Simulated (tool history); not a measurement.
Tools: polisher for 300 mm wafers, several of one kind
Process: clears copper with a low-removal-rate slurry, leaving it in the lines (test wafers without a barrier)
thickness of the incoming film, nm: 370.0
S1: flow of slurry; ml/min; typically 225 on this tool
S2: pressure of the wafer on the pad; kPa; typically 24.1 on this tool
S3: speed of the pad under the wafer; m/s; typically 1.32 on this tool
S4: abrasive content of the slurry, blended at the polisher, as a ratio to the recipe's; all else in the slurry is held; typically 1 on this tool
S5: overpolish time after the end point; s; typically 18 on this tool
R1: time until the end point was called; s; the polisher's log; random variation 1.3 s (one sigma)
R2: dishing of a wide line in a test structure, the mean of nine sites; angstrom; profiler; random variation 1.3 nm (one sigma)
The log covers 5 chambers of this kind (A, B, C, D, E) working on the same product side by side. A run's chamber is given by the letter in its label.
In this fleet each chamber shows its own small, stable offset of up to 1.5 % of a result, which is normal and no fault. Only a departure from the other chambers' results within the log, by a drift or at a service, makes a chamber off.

run 1A hour=4.6 | S1=225 S2=24.1 S3=1.32 S4=1 S5=18 | R1=78.472 R2=556.54
run 2E hour=8.4 | S1=225 S2=24.1 S3=1.32 S4=1 S5=18 | R1=83.313 R2=558.67
-- hour=14.6 chamber A: worn pad replaced by a new one
run 3D hour=15.4 | S1=225 S2=24.1 S3=1.32 S4=1 S5=18 | R1=78.018 R2=527.49
run 4C hour=18.7 | S1=225 S2=24.1 S3=1.32 S4=1 S5=18 | R1=80.643 R2=567.50
run 5B hour=22.2 | S1=225 S2=24.1 S3=1.32 S4=1 S5=18 | R1=81.776 R2=557.62
run 6E hour=29.1 | S1=225 S2=24.1 S3=1.32 S4=1 S5=18 | R1=79.289 R2=551.71
run 7A hour=35.0 | S1=225 S2=24.1 S3=1.32 S4=1 S5=18 | R1=78.002 R2=553.45
run 8D hour=41.2 | S1=225 S2=24.1 S3=1.32 S4=1 S5=18 | R1=81.659 R2=542.10
-- hour=43.1 chamber E: worn pad replaced by a new one
run 9C hour=45.8 | S1=225 S2=24.1 S3=1.32 S4=1 S5=18 | R1=77.894 R2=542.94
run 10B hour=51.3 | S1=225 S2=24.1 S3=1.32 S4=1 S5=18 | R1=81.312 R2=549.67
run 11D hour=57.2 | S1=225 S2=24.1 S3=1.32 S4=1 S5=18 | R1=81.784 R2=536.66
run 12C hour=61.0 | S1=225 S2=24.1 S3=1.32 S4=1 S5=18 | R1=82.099 R2=540.58
-- hour=62.4 chamber C: worn pad replaced by a new one
run 13A hour=64.3 | S1=225 S2=24.1 S3=1.32 S4=1 S5=18 | R1=77.313 R2=548.21
run 14B hour=70.1 | S1=225 S2=24.1 S3=1.32 S4=1 S5=18 | R1=80.235 R2=541.19
-- hour=72.1 chamber D: worn pad replaced by a new one
run 15E hour=73.7 | S1=225 S2=20.0 S3=1.32 S4=1 S5=18 | R1=96.692 R2=450.35
run 16A hour=79.3 | S1=225 S2=20.0 S3=1.32 S4=1 S5=18 | R1=94.681 R2=473.75
-- hour=81.9 chamber B: worn pad replaced by a new one
run 17B hour=83.0 | S1=225 S2=20.0 S3=1.32 S4=1 S5=18 | R1=96.568 R2=457.72
-- hour=83.5 chamber C: head pressure recalibrated
run 18D hour=86.3 | S1=225 S2=20.0 S3=1.32 S4=1 S5=18 | R1=98.411 R2=466.48
-- hour=91.2 chamber A: slurry blender recalibrated
run 19C hour=93.3 | S1=225 S2=20.0 S3=1.32 S4=1 S5=18 | R1=95.970 R2=447.67
run 20E hour=96.9 | S1=225 S2=24.1 S3=1.32 S4=1 S5=18 | R1=79.231 R2=554.87
run 21C hour=102.1 | S1=225 S2=24.1 S3=1.32 S4=1 S5=18 | R1=80.218 R2=544.32
run 22B hour=107.0 | S1=225 S2=24.1 S3=1.32 S4=1 S5=18 | R1=78.970 R2=552.45
run 23A hour=110.4 | S1=225 S2=24.1 S3=1.32 S4=1 S5=18 | R1=78.193 R2=534.31
run 24D hour=117.1 | S1=225 S2=24.1 S3=1.32 S4=1 S5=18 | R1=83.115 R2=521.92
run 25E hour=122.5 | S1=190 S2=24.1 S3=1.32 S4=1 S5=10 | R1=80.472 R2=335.89
run 26B hour=127.4 | S1=190 S2=24.1 S3=1.32 S4=1 S5=10 | R1=81.371 R2=318.83
run 27A hour=133.7 | S1=190 S2=24.1 S3=1.32 S4=1 S5=10 | R1=79.601 R2=332.54
run 28C hour=138.4 | S1=190 S2=24.1 S3=1.32 S4=1 S5=10 | R1=80.427 R2=312.95
run 29E hour=142.6 | S1=190 S2=24.1 S3=1.32 S4=1 S5=10 | R1=80.996 R2=337.95
run 30D hour=148.9 | S1=225 S2=24.1 S3=1.32 S4=1 S5=18 | R1=84.755 R2=509.51
run 31D hour=154.7 | S1=225 S2=24.1 S3=1.32 S4=1 S5=18 | R1=86.698 R2=513.16
-- hour=155.9 chamber E: head pressure recalibrated
run 32C hour=159.3 | S1=225 S2=24.1 S3=1.32 S4=1 S5=18 | R1=79.826 R2=538.58
run 33E hour=163.4 | S1=225 S2=24.1 S3=1.32 S4=1 S5=18 | R1=78.426 R2=551.43
run 34B hour=167.5 | S1=225 S2=24.1 S3=1.32 S4=1 S5=23 | R1=78.203 R2=686.60
run 35A hour=174.6 | S1=225 S2=24.1 S3=1.32 S4=1 S5=23 | R1=77.200 R2=670.34
-- hour=175.0 chamber B: slurry blender recalibrated
run 36E hour=178.3 | S1=225 S2=24.1 S3=1.32 S4=1 S5=23 | R1=79.709 R2=681.03
-- hour=184.7 chamber A: worn pad replaced by a new one
run 37A hour=185.7 | S1=225 S2=24.1 S3=1.32 S4=1 S5=23 | R1=77.106 R2=679.32
-- hour=187.5 chamber D: slurry blender recalibrated
run 38B hour=189.1 | S1=225 S2=24.1 S3=1.32 S4=1 S5=23 | R1=79.741 R2=675.27
run 39C hour=194.9 | S1=225 S2=24.1 S3=1.32 S4=1 S5=18 | R1=79.729 R2=554.57
-- hour=199.4 chamber D: slurry nozzle cleaned
run 40D hour=200.8 | S1=225 S2=24.1 S3=1.32 S4=1 S5=18 | R1=86.160 R2=512.95
run 41E hour=205.8 | S1=225 S2=24.1 S3=1.32 S4=1 S5=18 | R1=81.814 R2=540.49
run 42B hour=210.7 | S1=225 S2=29.0 S3=1.32 S4=1 S5=14 | R1=65.560 R2=523.89
run 43A hour=217.7 | S1=225 S2=29.0 S3=1.32 S4=1 S5=14 | R1=63.764 R2=530.40
run 44D hour=223.8 | S1=225 S2=29.0 S3=1.32 S4=1 S5=14 | R1=72.003 R2=494.04

What goes on in this fleet: one chamber off, a drifting gauge, or nothing beyond the chambers' own small offsets? Name the chamber and the cause, if any.

Little by little, chamber D moves away from the other chambers.
Most likely cause: head's pressure below its setpoint, % = 8.09.

Below are 4 candidate recipes for chamber D's next run, each the usual settings with a change, their results shown as question marks. Which of them brings D's results back in line with what the other chambers give on the usual settings?
Allowed miss from the other chambers' usual-settings mean, per result, to count as in line: R1 4.500 s; R2 46.00 angstrom
run 45D-1 hour=229.2 | S1=225 S2=23.4 S3=1.26 S4=1 S5=18 | R1=? R2=?
run 45D-2 hour=229.2 | S1=225 S2=24.8 S3=1.38 S4=1 S5=18 | R1=? R2=?
run 45D-3 hour=229.2 | S1=230 S2=26.2 S3=1.44 S4=1 S5=18 | R1=? R2=?
run 45D-4 hour=229.2 | S1=220 S2=22.1 S3=1.20 S4=1 S5=18 | R1=? R2=?

The mean the other chambers reach with the usual settings: R1 79.762 s; R2 548.26 angstrom
run=45D-1 R1=93.839 R2=475.92
run=45D-2 R1=81.085 R2=538.74
run=45D-3 R1=73.521 R2=585.29
run=45D-4 R1=104.800 R2=432.10
The answer is 45D-2, which returns the chamber to within the allowed miss of the others.

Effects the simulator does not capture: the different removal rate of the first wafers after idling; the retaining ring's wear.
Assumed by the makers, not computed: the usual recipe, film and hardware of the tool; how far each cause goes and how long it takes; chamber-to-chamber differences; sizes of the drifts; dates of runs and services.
